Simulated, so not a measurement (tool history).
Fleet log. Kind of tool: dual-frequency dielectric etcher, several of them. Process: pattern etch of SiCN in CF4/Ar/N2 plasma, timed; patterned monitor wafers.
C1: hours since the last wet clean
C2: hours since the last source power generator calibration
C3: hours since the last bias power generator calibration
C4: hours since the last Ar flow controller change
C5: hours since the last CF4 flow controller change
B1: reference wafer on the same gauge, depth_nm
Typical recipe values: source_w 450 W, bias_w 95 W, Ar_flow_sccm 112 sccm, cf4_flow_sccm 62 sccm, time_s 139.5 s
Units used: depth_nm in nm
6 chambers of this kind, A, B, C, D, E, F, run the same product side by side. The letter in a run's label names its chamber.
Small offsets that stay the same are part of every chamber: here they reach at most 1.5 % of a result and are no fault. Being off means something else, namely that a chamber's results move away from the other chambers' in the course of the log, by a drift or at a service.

Run 1D, day 0.412: usual settings; C1 156.7; C2 1968.6; C3 304.3; C4 1205; C5 638.8; B1 116.1. Result: depth_nm 128.42 nm.
Run 2E, day 0.812: usual settings; C1 252.6; C2 174.9; C3 3622.3; C4 1442.3; C5 2399.6; B1 115.99. Result: depth_nm 128.56 nm.
Run 3F, day 1.425: usual settings; C1 282.6; C2 1587.5; C3 1585.6; C4 727.4; C5 70.1; B1 116.09. Result: depth_nm 128.11 nm.
Run 4B, day 1.738: usual settings; C1 498.6; C2 2145.1; C3 309.4; C4 198.8; C5 4247.3; B1 115.89. Result: depth_nm 126.23 nm.
At day 1.979: chamber B: wet clean of the chamber.
Run 5C, day 2.117: usual settings; C1 435.3; C2 1793.6; C3 139.6; C4 525.7; C5 3518.8; B1 115.92. Result: depth_nm 129.23 nm.
At day 2.438: chamber B: source power generator calibrated.
Run 6A, day 2.533: usual settings; C1 191.6; C2 1821.2; C3 2542.9; C4 1956.2; C5 1371.3; B1 116.02. Result: depth_nm 127.93 nm.
Run 7A, day 2.892: usual settings but time_s 152 s; C1 200.2; C2 1829.8; C3 2551.5; C4 1964.8; C5 1379.9; B1 115.99. Result: depth_nm 141.43 nm.
At day 2.958: chamber E: wet clean of the chamber.
At day 3.012: chamber C: wet clean of the chamber.
Run 8F, day 3.512: usual settings but time_s 152 s; C1 332.7; C2 1637.6; C3 1635.7; C4 777.5; C5 120.2; B1 116.04. Result: depth_nm 139.88 nm.
Run 9D, day 3.921: usual settings but time_s 152 s; C1 240.9; C2 2052.8; C3 388.5; C4 1289.2; C5 723; B1 116.06. Result: depth_nm 140.39 nm.
Run 10B, day 4.542: usual settings but time_s 152 s; C1 61.6; C2 50.6; C3 376.7; C4 266.1; C5 4314.6; B1 116.11. Result: depth_nm 137.8 nm.
Run 11E, day 4.854: usual settings but time_s 152 s; C1 45.6; C2 271.9; C3 3719.3; C4 1539.3; C5 2496.6; B1 115.94. Result: depth_nm 140.21 nm.
Run 12C, day 5.154: usual settings but time_s 152 s; C1 51.5; C2 1866.5; C3 212.5; C4 598.6; C5 3591.7; B1 115.99. Result: depth_nm 139.59 nm.
Run 13B, day 5.738: usual settings; C1 90.3; C2 79.3; C3 405.4; C4 294.8; C5 4343.3; B1 116. Result: depth_nm 126.28 nm.
Run 14E, day 6.092: usual settings; C1 75.3; C2 301.6; C3 3749; C4 1569; C5 2526.3; B1 115.96. Result: depth_nm 129.27 nm.
Run 15C, day 6.688: usual settings; C1 88.3; C2 1903.3; C3 249.3; C4 635.4; C5 3628.5; B1 116.01. Result: depth_nm 128.84 nm.
Run 16F, day 7.15: usual settings; C1 420; C2 1724.9; C3 1723; C4 864.8; C5 207.5; B1 115.99. Result: depth_nm 129.34 nm.
Run 17A, day 7.529: usual settings; C1 311.5; C2 1941.1; C3 2662.8; C4 2076.1; C5 1491.2; B1 115.84. Result: depth_nm 128.49 nm.
Run 18D, day 7.9: usual settings; C1 336.4; C2 2148.3; C3 484; C4 1384.7; C5 818.5; B1 115.94. Result: depth_nm 128 nm.
Run 19C, day 8.521: usual settings; C1 132.3; C2 1947.3; C3 293.3; C4 679.4; C5 3672.5; B1 115.87. Result: depth_nm 128.07 nm.
At day 8.592: chamber F: wet clean of the chamber.
Run 20B, day 9.05: usual settings but time_s 111.5 s; C1 169.8; C2 158.8; C3 484.9; C4 374.3; C5 4422.8; B1 115.96. Result: depth_nm 100.99 nm.
Run 21A, day 9.375: usual settings but time_s 111.5 s; C1 355.8; C2 1985.4; C3 2707.1; C4 2120.4; C5 1535.5; B1 116.13. Result: depth_nm 103.31 nm.
Run 22F, day 9.738: usual settings but time_s 111.5 s; C1 27.5; C2 1787; C3 1785.1; C4 926.9; C5 269.6; B1 115.92. Result: depth_nm 105.61 nm.
Run 23E, day 10.142: usual settings but time_s 111.5 s; C1 172.5; C2 398.8; C3 3846.2; C4 1666.2; C5 2623.5; B1 115.85. Result: depth_nm 103.16 nm.
Run 24D, day 10.429: usual settings but time_s 111.5 s; C1 397.1; C2 2209; C3 544.7; C4 1445.4; C5 879.2; B1 116.07. Result: depth_nm 103.65 nm.
Run 25F, day 10.8: usual settings but time_s 111.5 s; C1 53; C2 1812.5; C3 1810.6; C4 952.4; C5 295.1; B1 116.05. Result: depth_nm 105.13 nm.
At day 11.25: chamber A: wet clean of the chamber.
Run 26E, day 11.346: usual settings; C1 201.4; C2 427.7; C3 3875.1; C4 1695.1; C5 2652.4; B1 116.02. Result: depth_nm 128.49 nm.
Run 27D, day 11.833: usual settings; C1 430.8; C2 2242.7; C3 578.4; C4 1479.1; C5 912.9; B1 116.06. Result: depth_nm 129.78 nm.
Run 28A, day 12.196: usual settings; C1 22.8; C2 2053.1; C3 2774.8; C4 2188.1; C5 1603.2; B1 116. Result: depth_nm 128.4 nm.
Run 29C, day 12.633: usual settings; C1 231; C2 2046; C3 392; C4 778.1; C5 3771.2; B1 116.03. Result: depth_nm 130.04 nm.
Run 30B, day 13.075: usual settings; C1 266.4; C2 255.4; C3 581.5; C4 470.9; C5 4519.4; B1 115.96. Result: depth_nm 127.32 nm.
Run 31D, day 13.538: usual settings; C1 471.7; C2 2283.6; C3 619.3; C4 1520; C5 953.8; B1 115.87. Result: depth_nm 130.49 nm.
Run 32F, day 14.046: usual settings; C1 130.9; C2 1890.4; C3 1888.5; C4 1030.3; C5 373; B1 115.94. Result: depth_nm 133.17 nm.
Run 33A, day 14.604: usual settings; C1 80.6; C2 2110.9; C3 2832.6; C4 2245.9; C5 1661; B1 115.97. Result: depth_nm 130.01 nm.
Run 34C, day 15.046: usual settings; C1 288.9; C2 2103.9; C3 449.9; C4 836; C5 3829.1; B1 115.93. Result: depth_nm 129.07 nm.
At day 15.346: chamber C: source power generator calibrated.
At day 15.517: chamber F: bias power generator calibrated.
Run 35E, day 15.671: usual settings; C1 305.2; C2 531.5; C3 3978.9; C4 1798.9; C5 2756.2; B1 115.98. Result: depth_nm 128.84 nm.
Run 36B, day 16.229: usual settings; C1 342.1; C2 331.1; C3 657.2; C4 546.6; C5 4595.1; B1 115.85. Result: depth_nm 128.29 nm.
Run 37F, day 16.788: usual settings; C1 196.7; C2 1956.2; C3 30.6; C4 1096.1; C5 438.8; B1 115.9. Result: depth_nm 132.31 nm.
Run 38C, day 17.162: usual settings; C1 339.7; C2 43.7; C3 500.7; C4 886.8; C5 3879.9; B1 116.06. Result: depth_nm 129.52 nm.
Run 39A, day 17.521: usual settings; C1 150.6; C2 2180.9; C3 2902.6; C4 2315.9; C5 1731; B1 115.99. Result: depth_nm 128.21 nm.

All chambers now run identical settings, listed one chamber a line with results as question marks. What results will each chamber show?
Run 40A, day 17.975: usual settings. Result: depth_nm ?.
Run 40B, day 17.975: usual settings. Result: depth_nm ?.
Run 40C, day 17.975: usual settings. Result: depth_nm ?.
Run 40D, day 17.975: usual settings. Result: depth_nm ?.
Run 40E, day 17.975: usual settings. Result: depth_nm ?.
Run 40F, day 17.975: usual settings. Result: depth_nm ?.

run  depth_nm
40A    129.41
40B    126.89
40C    129.13
40D    129.04
40E    128.47
40F    132.22

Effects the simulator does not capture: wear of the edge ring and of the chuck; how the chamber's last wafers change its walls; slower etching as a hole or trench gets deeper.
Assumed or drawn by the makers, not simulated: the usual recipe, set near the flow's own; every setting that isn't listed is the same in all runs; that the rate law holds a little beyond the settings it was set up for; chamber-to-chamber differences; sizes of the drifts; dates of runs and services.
